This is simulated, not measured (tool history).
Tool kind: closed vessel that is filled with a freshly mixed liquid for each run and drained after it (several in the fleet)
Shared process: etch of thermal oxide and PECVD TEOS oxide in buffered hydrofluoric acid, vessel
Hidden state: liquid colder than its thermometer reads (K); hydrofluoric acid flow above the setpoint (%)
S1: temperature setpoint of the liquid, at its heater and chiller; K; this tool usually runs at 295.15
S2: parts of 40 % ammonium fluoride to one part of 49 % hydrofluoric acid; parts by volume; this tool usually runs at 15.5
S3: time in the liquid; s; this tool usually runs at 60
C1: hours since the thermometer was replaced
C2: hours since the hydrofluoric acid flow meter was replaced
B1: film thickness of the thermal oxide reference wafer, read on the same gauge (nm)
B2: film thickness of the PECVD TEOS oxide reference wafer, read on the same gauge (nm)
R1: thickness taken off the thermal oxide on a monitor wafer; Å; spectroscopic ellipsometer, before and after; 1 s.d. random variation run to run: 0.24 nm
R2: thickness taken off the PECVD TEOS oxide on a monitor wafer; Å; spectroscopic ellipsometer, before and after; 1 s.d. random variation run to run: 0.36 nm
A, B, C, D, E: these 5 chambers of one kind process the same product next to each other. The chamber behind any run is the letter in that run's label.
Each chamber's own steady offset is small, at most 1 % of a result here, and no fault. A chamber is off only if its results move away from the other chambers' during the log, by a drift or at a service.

run	day	S1	S2	S3	C1	C2	B1	B2	R1	R2
1C	0.304	295.15	15.5	60	1280.1	320.9	49.989	140.01	401.02	568.97
2A	0.696	295.15	15.5	60	32.7	49.0	49.999	139.99	402.79	566.79
3D	1.175	295.15	15.5	60	234.3	173.1	50.006	140.00	404.30	575.78
4E	1.612	295.15	15.5	60	464.2	447.1	50.009	140.00	406.94	566.63
5B	2.121	295.15	15.5	60	389.4	338.3	49.991	140.01	412.93	569.72
6C	2.600	295.15	15.5	95	1335.2	376.0	50.003	140.01	642.21	913.79
7B	2.954	295.15	15.5	95	409.4	358.3	50.000	139.98	651.70	889.38
8E	3.358	295.15	15.5	95	506.1	489.0	49.989	140.02	643.04	912.03
9D	3.617	295.15	15.5	95	292.9	231.7	50.009	139.99	636.18	903.89
10A	3.979	295.15	15.5	95	111.5	127.8	50.003	140.00	639.19	887.96
11A	4.404	295.15	15.5	60	121.7	138.0	49.980	140.00	406.02	568.63
12C	4.817	295.15	15.5	60	1388.4	429.2	50.001	140.00	406.15	569.73
13D	5.292	292.65	15.5	60	333.1	271.9	50.015	140.01	348.33	498.52
14B	5.821	292.65	15.5	60	478.2	427.1	50.008	140.00	348.49	498.59
15E	6.058	292.65	15.5	60	570.9	553.8	50.009	140.01	358.69	492.28
16B	6.479	292.65	15.5	60	494.0	442.9	49.999	140.02	350.58	491.32
17E	6.838	292.65	15.5	60	589.6	572.5	49.990	139.99	354.76	496.24
18D	7.167	295.15	15.5	60	378.1	316.9	50.011	140.00	409.43	576.07
19C	7.662	295.15	15.5	60	1456.7	497.5	49.972	140.00	401.20	567.48
# day 7.667: chamber C: hydrofluoric acid flow meter replaced
20A	8.200	295.15	15.5	60	212.8	229.1	50.008	140.00	400.92	566.04
21B	8.717	295.15	15.5	60	547.7	496.6	50.005	140.01	408.33	563.52
22A	9.142	295.15	15.5	60	235.4	251.7	49.994	139.99	407.60	562.87
23D	9.642	295.15	15.5	60	437.5	376.3	49.998	140.00	402.73	577.59
24C	9.958	295.15	15.5	60	1511.8	55.0	50.013	139.99	404.22	570.14
25E	10.433	295.15	15.5	60	675.9	658.8	50.003	139.98	408.83	572.96
26B	10.975	295.15	15.5	60	601.9	550.8	50.011	140.00	406.79	569.51
27D	11.238	295.15	15.5	60	475.8	414.6	50.003	140.01	406.36	581.46
28C	11.754	295.15	15.5	60	1554.9	98.1	50.000	139.99	404.23	572.77
29E	12.217	297.15	15.5	90	718.7	701.6	50.030	139.98	686.87	950.28
30A	12.642	297.15	15.5	90	319.4	335.7	49.996	139.99	679.84	951.18

The same settings go to every chamber for the next run, one line per chamber below. Forecast the results for each:
31A	13.042	295.15	15.5	60					?	?
31B	13.042	295.15	15.5	60					?	?
31C	13.042	295.15	15.5	60					?	?
31D	13.042	295.15	15.5	60					?	?
31E	13.042	295.15	15.5	60					?	?

run	R1	R2
31A	397.01	566.55
31B	404.50	568.52
31C	404.38	569.25
31D	402.88	578.22
31E	405.91	573.79
